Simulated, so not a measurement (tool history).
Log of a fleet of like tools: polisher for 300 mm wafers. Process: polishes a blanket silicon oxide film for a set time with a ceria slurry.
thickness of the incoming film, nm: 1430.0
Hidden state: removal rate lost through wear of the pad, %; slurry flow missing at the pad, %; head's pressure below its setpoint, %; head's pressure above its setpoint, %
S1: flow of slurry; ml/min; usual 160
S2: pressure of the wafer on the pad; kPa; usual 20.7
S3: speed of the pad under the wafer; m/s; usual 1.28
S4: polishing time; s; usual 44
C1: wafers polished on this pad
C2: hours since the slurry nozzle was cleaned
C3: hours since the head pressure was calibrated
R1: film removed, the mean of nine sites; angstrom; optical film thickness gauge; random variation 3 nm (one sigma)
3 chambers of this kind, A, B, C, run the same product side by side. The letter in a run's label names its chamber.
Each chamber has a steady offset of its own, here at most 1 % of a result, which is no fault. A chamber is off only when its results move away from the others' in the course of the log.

| run | hour | S1 | S2 | S3 | S4 | C1 | C2 | C3 | R1 |
|---|---|---|---|---|---|---|---|---|---|
| 1A | 4.4 | 160 | 20.7 | 1.28 | 44 | 533 | 106.6 | 569.3 | 1968.9 |
| 2B | 9.5 | 160 | 20.7 | 1.28 | 44 | 552 | 609.9 | 19.9 | 1959.3 |
| 3C | 17.7 | 160 | 20.7 | 1.28 | 44 | 368 | 542.6 | 1098 | 1911.8 |
| 4C | 26.3 | 160 | 20.7 | 1.28 | 44 | 444 | 551.2 | 1106.6 | 1940 |
| 5B | 31.5 | 160 | 20.7 | 1.28 | 44 | 746 | 631.9 | 41.9 | 1959.4 |
| 6A | 39.8 | 160 | 16.5 | 1.28 | 50 | 845 | 142 | 604.7 | 1790.1 |
| 7B | 47.3 | 160 | 16.5 | 1.28 | 50 | 885 | 647.7 | 57.7 | 1815.3 |
|  | 48.9 | chamber C: worn pad replaced by a new one |
| 8A | 56.6 | 160 | 16.5 | 1.28 | 50 | 993 | 158.8 | 621.5 | 1782.2 |
| 9C | 64.5 | 160 | 20.7 | 1.28 | 44 | 137 | 589.4 | 1144.8 | 1954.2 |
| 10C | 73.4 | 160 | 20.7 | 1.28 | 44 | 215 | 598.3 | 1153.7 | 1927.8 |
| 11B | 77.9 | 160 | 20.7 | 1.28 | 44 | 1155 | 678.3 | 88.3 | 1940.4 |
| 12A | 85.4 | 160 | 20.7 | 1.28 | 44 | 1247 | 187.6 | 650.3 | 1950.9 |
| 13C | 93.5 | 160 | 20.7 | 1.28 | 44 | 393 | 618.4 | 1173.8 | 1957.1 |
|  | 96.3 | chamber C: slurry nozzle cleaned |
| 14A | 102.1 | 160 | 20.7 | 1.28 | 44 | 1394 | 204.3 | 667 | 1989 |
| 15B | 106.3 | 160 | 20.7 | 1.28 | 44 | 1405 | 706.7 | 116.7 | 1978.2 |
|  | 110.2 | chamber B: worn pad replaced by a new one |
| 16A | 115.3 | 160 | 20.7 | 1.28 | 44 | 1510 | 217.5 | 680.2 | 1923.3 |
|  | 121.1 | chamber A: worn pad replaced by a new one |
| 17C | 122.5 | 160 | 20.7 | 1.28 | 44 | 648 | 26.2 | 1202.8 | 1996.8 |
|  | 127 | chamber C: worn pad replaced by a new one |
| 18B | 130.5 | 160 | 20.7 | 1.28 | 44 | 179 | 730.9 | 140.9 | 1961.7 |
| 19A | 138.3 | 160 | 20.7 | 1.28 | 44 | 151 | 240.5 | 703.2 | 1986 |
| 20C | 143.8 | 160 | 20.7 | 1.28 | 44 | 148 | 47.5 | 1224.1 | 1993.5 |
| 21B | 152.7 | 160 | 20.7 | 1.28 | 44 | 375 | 753.1 | 163.1 | 1958.2 |
|  | 154.3 | chamber A: head pressure recalibrated |
| 22C | 159.3 | 160 | 20.7 | 1.28 | 44 | 285 | 63 | 1239.6 | 1970 |
|  | 163.5 | chamber A: slurry nozzle cleaned |
|  | 165.3 | chamber C: head pressure recalibrated |
| 23B | 168.1 | 160 | 20.7 | 1.28 | 44 | 510 | 768.5 | 178.5 | 1949.1 |
| 24A | 174 | 115 | 20.7 | 1.28 | 39 | 466 | 10.5 | 19.7 | 1656.6 |
| 25B | 179.9 | 115 | 20.7 | 1.28 | 39 | 614 | 780.3 | 190.3 | 1657 |
| 26C | 185.5 | 115 | 20.7 | 1.28 | 39 | 516 | 89.2 | 20.2 | 1644.9 |
| 27A | 190.9 | 195 | 20.7 | 1.28 | 52 | 615 | 27.4 | 36.6 | 2359.6 |
| 28C | 195.9 | 195 | 20.7 | 1.28 | 52 | 608 | 99.6 | 30.6 | 2325.1 |
|  | 200.5 | chamber B: slurry nozzle cleaned |
| 29A | 201.7 | 195 | 20.7 | 1.28 | 52 | 710 | 38.2 | 47.4 | 2398.9 |
|  | 202 | chamber C: worn pad replaced by a new one |
| 30B | 208.3 | 160 | 20.7 | 1.28 | 44 | 865 | 7.9 | 218.7 | 1949.8 |
| 31C | 213.1 | 160 | 20.7 | 1.28 | 44 | 98 | 116.8 | 47.8 | 2014 |
| 32B | 217.1 | 160 | 20.7 | 1.28 | 44 | 942 | 16.7 | 227.5 | 1948.5 |
| 33A | 224.6 | 160 | 20.7 | 1.28 | 44 | 912 | 61.1 | 70.3 | 1929.6 |
| 34C | 229.6 | 160 | 20.7 | 1.28 | 44 | 243 | 133.3 | 64.3 | 1975 |
| 35B | 237.7 | 160 | 20.7 | 1.28 | 44 | 1124 | 37.3 | 248.1 | 1969.6 |
| 36A | 243.3 | 160 | 20.7 | 1.28 | 44 | 1077 | 79.8 | 89 | 1995.5 |
| 37C | 248.2 | 160 | 20.7 | 1.28 | 44 | 407 | 151.9 | 82.9 | 1944.6 |
|  | 253.3 | chamber B: worn pad replaced by a new one |
| 38B | 256.7 | 160 | 20.7 | 1.28 | 44 | 29 | 56.3 | 267.1 | 1964.5 |
| 39A | 264.5 | 160 | 20.7 | 1.28 | 44 | 1264 | 101 | 110.2 | 2012.7 |
| 40A | 271.6 | 160 | 20.7 | 1.28 | 34 | 1326 | 108.1 | 117.3 | 1505.9 |

Next, every chamber runs the same settings. What will each give?
| 41A | 278.4 | 160 | 20.7 | 1.28 | 44 |  |  |  | ? |
| 41B | 278.4 | 160 | 20.7 | 1.28 | 44 |  |  |  | ? |
| 41C | 278.4 | 160 | 20.7 | 1.28 | 44 |  |  |  | ? |

| run | R1 |
|---|---|
| 41A | 1969.3 |
| 41B | 1975.2 |
| 41C | 1953.2 |
